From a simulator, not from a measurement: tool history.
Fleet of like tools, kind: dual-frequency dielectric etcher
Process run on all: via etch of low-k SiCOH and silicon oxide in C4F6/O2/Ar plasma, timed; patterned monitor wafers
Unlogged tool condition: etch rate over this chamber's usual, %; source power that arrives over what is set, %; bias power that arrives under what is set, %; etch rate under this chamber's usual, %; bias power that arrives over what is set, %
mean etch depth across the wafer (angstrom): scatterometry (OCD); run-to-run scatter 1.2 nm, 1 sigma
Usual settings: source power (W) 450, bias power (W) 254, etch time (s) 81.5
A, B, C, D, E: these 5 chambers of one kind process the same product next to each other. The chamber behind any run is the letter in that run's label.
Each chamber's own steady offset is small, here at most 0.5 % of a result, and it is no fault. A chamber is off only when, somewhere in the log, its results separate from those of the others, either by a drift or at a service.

| run | hour | source power (W) | bias power (W) | etch time (s) | hours since the last wet clean | hours since the last source power generator calibration | hours since the last bias power generator calibration | read-back reference wafer on the same gauge, depth_nm | mean etch depth across the wafer (angstrom) |
|---|---|---|---|---|---|---|---|---|---|
| 1C | 2.2 | 450 | 254 | 81.5 | 316.1 | 3062.8 | 1132.1 | 228.09 | 2646.4 |
| 2B | 5.1 | 450 | 254 | 81.5 | 83.1 | 728.7 | 3394.8 | 227.98 | 2650.4 |
| 3A | 8.6 | 450 | 254 | 81.5 | 275.1 | 2615.2 | 1676.4 | 228.01 | 2663 |
| 4E | 10.7 | 450 | 254 | 81.5 | 376.9 | 1051.9 | 1326.8 | 227.94 | 2651.7 |
| 5D | 14.1 | 540 | 254 | 81.5 | 645.9 | 1264.1 | 499.7 | 228 | 2879 |
| 6E | 16.3 | 540 | 254 | 81.5 | 382.5 | 1057.5 | 1332.4 | 228.13 | 2872.5 |
| 7D | 18.6 | 540 | 254 | 81.5 | 650.4 | 1268.6 | 504.2 | 228.17 | 2863.2 |
| 8A | 22.7 | 540 | 254 | 81.5 | 289.2 | 2629.3 | 1690.5 | 228.05 | 2893.9 |
| 9B | 25.2 | 540 | 254 | 81.5 | 103.2 | 748.8 | 3414.9 | 227.89 | 2863.8 |
| 10C | 28.2 | 450 | 254 | 81.5 | 342.1 | 3088.8 | 1158.1 | 227.93 | 2658.6 |
| 11C | 31.9 | 450 | 254 | 81.5 | 345.8 | 3092.5 | 1161.8 | 227.63 | 2657.4 |
| 12E | 34.2 | 450 | 254 | 81.5 | 400.4 | 1075.4 | 1350.3 | 227.97 | 2683.3 |
| 13A | 37.1 | 450 | 254 | 81.5 | 303.6 | 2643.7 | 1704.9 | 228.06 | 2699 |
| 14B | 41.4 | 450 | 287 | 81.5 | 119.4 | 765 | 3431.1 | 228.02 | 2802 |
| 15D | 45.4 | 450 | 287 | 81.5 | 677.2 | 1295.4 | 531 | 227.98 | 2805 |
| 16D | 47.3 | 450 | 287 | 81.5 | 679.1 | 1297.3 | 532.9 | 228.04 | 2818.8 |
|  | 47.7 | chamber E: wet clean of the chamber |
| 17C | 50 | 450 | 287 | 81.5 | 363.9 | 3110.6 | 1179.9 | 228.17 | 2774.1 |
| 18E | 54.5 | 450 | 287 | 81.5 | 6.8 | 1095.7 | 1370.6 | 227.79 | 2783.1 |
| 19A | 58.3 | 450 | 254 | 81.5 | 324.8 | 2664.9 | 1726.1 | 228.16 | 2762.8 |
| 20B | 60.5 | 450 | 254 | 81.5 | 138.5 | 784.1 | 3450.2 | 227.98 | 2664.7 |
| 21D | 64.2 | 450 | 254 | 81.5 | 696 | 1314.2 | 549.8 | 227.95 | 2687.2 |
| 22A | 67.3 | 450 | 254 | 81.5 | 333.8 | 2673.9 | 1735.1 | 227.93 | 2749.6 |
|  | 68.7 | chamber D: wet clean of the chamber |
| 23E | 70.2 | 450 | 254 | 104.5 | 22.5 | 1111.4 | 1386.3 | 227.92 | 3413.9 |
|  | 72.2 | chamber C: wet clean of the chamber |
| 24B | 73.8 | 450 | 254 | 104.5 | 151.8 | 797.4 | 3463.5 | 227.97 | 3419.8 |
| 25C | 75.9 | 450 | 254 | 104.5 | 3.7 | 3136.5 | 1205.8 | 227.82 | 3423.2 |
| 26B | 80.3 | 450 | 254 | 104.5 | 158.3 | 803.9 | 3470 | 227.79 | 3420.2 |
| 27E | 84.1 | 450 | 254 | 104.5 | 36.4 | 1125.3 | 1400.2 | 227.99 | 3432.1 |
| 28A | 88 | 450 | 254 | 81.5 | 354.5 | 2694.6 | 1755.8 | 228.17 | 2808.1 |
| 29C | 90.8 | 450 | 254 | 101.5 | 18.6 | 3151.4 | 1220.7 | 228.06 | 3306.4 |
| 30D | 94.1 | 450 | 254 | 101.5 | 25.5 | 1344.1 | 579.7 | 228.03 | 3330.6 |

One chamber off, gauge drift, or nothing amiss beyond the chambers' own small offsets? If it is a chamber, which one, and what is the likeliest cause?

Little by little, chamber A moves away from the other chambers.
What lies behind it: etch rate over this chamber's usual, % = 5.35.

Chamber A could run next with any of the 4 candidate recipes listed below; each alters the usual settings, and their results appear as question marks. Which one brings its results back in line with what the other chambers deliver on the usual settings?
A result is in line if it is within this distance of the other chambers' mean on the usual settings: mean etch depth across the wafer (angstrom) 41
| 31A-1 | 97.4 | 450 | 333 | 81.5 |  |  |  |  | ? |
| 31A-2 | 97.4 | 450 | 249 | 74.5 |  |  |  |  | ? |
| 31A-3 | 97.4 | 390 | 254 | 81.5 |  |  |  |  | ? |
| 31A-4 | 97.4 | 450 | 254 | 86 |  |  |  |  | ? |

The other chambers' mean on the usual settings: mean etch depth across the wafer (angstrom) 2668.3
| run | mean etch depth across the wafer (angstrom) |
|---|---|
| 31A-1 | 3100.4 |
| 31A-2 | 2568.3 |
| 31A-3 | 2675.4 |
| 31A-4 | 2984.3 |
31A-3 is the one that brings the chamber's results back in line with the other chambers.
